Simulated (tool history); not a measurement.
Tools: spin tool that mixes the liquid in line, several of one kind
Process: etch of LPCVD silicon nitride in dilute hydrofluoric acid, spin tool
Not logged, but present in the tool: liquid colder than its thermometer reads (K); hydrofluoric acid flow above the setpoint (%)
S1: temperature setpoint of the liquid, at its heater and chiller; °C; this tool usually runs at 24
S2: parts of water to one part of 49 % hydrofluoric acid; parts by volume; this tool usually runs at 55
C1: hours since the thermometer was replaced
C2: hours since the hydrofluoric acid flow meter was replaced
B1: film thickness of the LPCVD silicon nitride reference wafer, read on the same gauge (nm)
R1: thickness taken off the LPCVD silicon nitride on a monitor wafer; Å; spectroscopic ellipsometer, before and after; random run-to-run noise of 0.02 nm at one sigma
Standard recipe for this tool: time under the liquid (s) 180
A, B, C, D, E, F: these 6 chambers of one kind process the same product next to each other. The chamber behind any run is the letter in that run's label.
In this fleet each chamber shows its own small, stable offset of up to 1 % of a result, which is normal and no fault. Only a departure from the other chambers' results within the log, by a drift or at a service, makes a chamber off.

Run 1F, hour 4.3: usual settings; C1 440.4; C2 243.4; B1 100.02. Result: R1 17.002 Å.
Run 2E, hour 9.8: usual settings; C1 1652.7; C2 1488.1; B1 99.997. Result: R1 16.409 Å.
Run 3B, hour 16.4: usual settings; C1 1322.6; C2 451.4; B1 100.04. Result: R1 16.368 Å.
Run 4D, hour 26.1: usual settings; C1 688; C2 600.6; B1 100. Result: R1 16.982 Å.
Run 5A, hour 34.6: usual settings; C1 960.8; C2 611.5; B1 100.02. Result: R1 16.7 Å.
Run 6C, hour 44.2: usual settings; C1 1626.8; C2 1347.2; B1 100.01. Result: R1 16.549 Å.
At hour 49.7: chamber E: hydrofluoric acid flow meter replaced.
Run 7E, hour 49.7: usual settings but S1 26.5 °C, time under the liquid (s) 265; C1 1692.6; C2 0; B1 100.01. Result: R1 29.143 Å.
Run 8F, hour 54.1: usual settings but S1 26.5 °C, time under the liquid (s) 265; C1 490.2; C2 293.2; B1 100.02. Result: R1 29.431 Å.
Run 9A, hour 58.6: usual settings but S1 26.5 °C, time under the liquid (s) 265; C1 984.8; C2 635.5; B1 99.996. Result: R1 29.199 Å.
Run 10C, hour 63.8: usual settings but S1 26.5 °C, time under the liquid (s) 265; C1 1646.4; C2 1366.8; B1 100.01. Result: R1 28.489 Å.
Run 11D, hour 70.7: usual settings but S1 26.5 °C, time under the liquid (s) 265; C1 732.6; C2 645.2; B1 99.971. Result: R1 29.353 Å.
Run 12B, hour 80.2: usual settings but S1 26.5 °C, time under the liquid (s) 265; C1 1386.4; C2 515.2; B1 100.01. Result: R1 29.14 Å.
Run 13A, hour 85.1: usual settings; C1 1011.3; C2 662; B1 99.984. Result: R1 16.783 Å.
Run 14F, hour 91.9: usual settings; C1 528; C2 331; B1 100. Result: R1 16.953 Å.
Run 15D, hour 98.9: usual settings; C1 760.8; C2 673.4; B1 100.02. Result: R1 16.65 Å.
Run 16C, hour 107.9: usual settings; C1 1690.5; C2 1410.9; B1 100.03. Result: R1 16.725 Å.
Run 17B, hour 116.8: usual settings; C1 1423; C2 551.8; B1 99.965. Result: R1 16.929 Å.
Run 18E, hour 124.6: usual settings; C1 1767.5; C2 74.9; B1 99.985. Result: R1 16.486 Å.
Run 19B, hour 133.3: usual settings; C1 1439.5; C2 568.3; B1 100.03. Result: R1 16.625 Å.
Run 20E, hour 138.4: usual settings; C1 1781.3; C2 88.7; B1 99.99. Result: R1 16.851 Å.
Run 21F, hour 145.6: usual settings; C1 581.7; C2 384.7; B1 100.01. Result: R1 16.46 Å.
Run 22D, hour 151.5: usual settings; C1 813.4; C2 726; B1 100. Result: R1 16.09 Å.
Run 23A, hour 159.9: usual settings; C1 1086.1; C2 736.8; B1 99.989. Result: R1 17.142 Å.
Run 24C, hour 167.5: usual settings; C1 1750.1; C2 1470.5; B1 99.991. Result: R1 16.689 Å.
Run 25A, hour 172.1: usual settings; C1 1098.3; C2 749; B1 99.99. Result: R1 16.803 Å.
Run 26C, hour 176.4: usual settings; C1 1759; C2 1479.4; B1 100. Result: R1 16.843 Å.
Run 27D, hour 181.3: usual settings; C1 843.2; C2 755.8; B1 100.01. Result: R1 15.928 Å.
Run 28E, hour 187.2: usual settings but S1 26.5 °C, S2 30 parts by volume; C1 1830.1; C2 137.5; B1 100.01. Result: R1 35.132 Å.
Run 29B, hour 192.7: usual settings but S1 26.5 °C, S2 30 parts by volume; C1 1498.9; C2 627.7; B1 100.01. Result: R1 36.913 Å.
Run 30F, hour 199.5: usual settings but S1 26.5 °C, S2 30 parts by volume; C1 635.6; C2 438.6; B1 99.987. Result: R1 36.378 Å.
Run 31B, hour 206.1: usual settings but S1 26.5 °C, S2 30 parts by volume; C1 1512.3; C2 641.1; B1 100. Result: R1 35.057 Å.
Run 32D, hour 214.8: usual settings but S1 26.5 °C, S2 30 parts by volume; C1 876.7; C2 789.3; B1 99.977. Result: R1 34.421 Å.
Run 33E, hour 221.6: usual settings but S1 26.5 °C, S2 30 parts by volume; C1 1864.5; C2 171.9; B1 99.988. Result: R1 35.159 Å.
Run 34F, hour 226: usual settings; C1 662.1; C2 465.1; B1 100.02. Result: R1 16.805 Å.
Run 35C, hour 235.4: usual settings; C1 1818; C2 1538.4; B1 99.991. Result: R1 17.076 Å.
Run 36A, hour 245: usual settings; C1 1171.2; C2 821.9; B1 99.975. Result: R1 16.874 Å.
Run 37E, hour 253.8: usual settings; C1 1896.7; C2 204.1; B1 100.01. Result: R1 16.43 Å.
Run 38B, hour 260.2: usual settings; C1 1566.4; C2 695.2; B1 100.03. Result: R1 16.918 Å.
Run 39C, hour 266.3: usual settings; C1 1848.9; C2 1569.3; B1 99.979. Result: R1 16.741 Å.
Run 40F, hour 275: usual settings; C1 711.1; C2 514.1; B1 99.966. Result: R1 16.422 Å.

For the next run the whole fleet of 6 chambers uses the same settings. Give each chamber's results:
Run 41A, hour 281.9: usual settings. Result: R1 ?.
Run 41B, hour 281.9: usual settings. Result: R1 ?.
Run 41C, hour 281.9: usual settings. Result: R1 ?.
Run 41D, hour 281.9: usual settings. Result: R1 ?.
Run 41E, hour 281.9: usual settings. Result: R1 ?.
Run 41F, hour 281.9: usual settings. Result: R1 ?.

run      R1
41A  16.597
41B  16.919
41C  16.981
41D   15.85
41E  16.403
41F  16.664
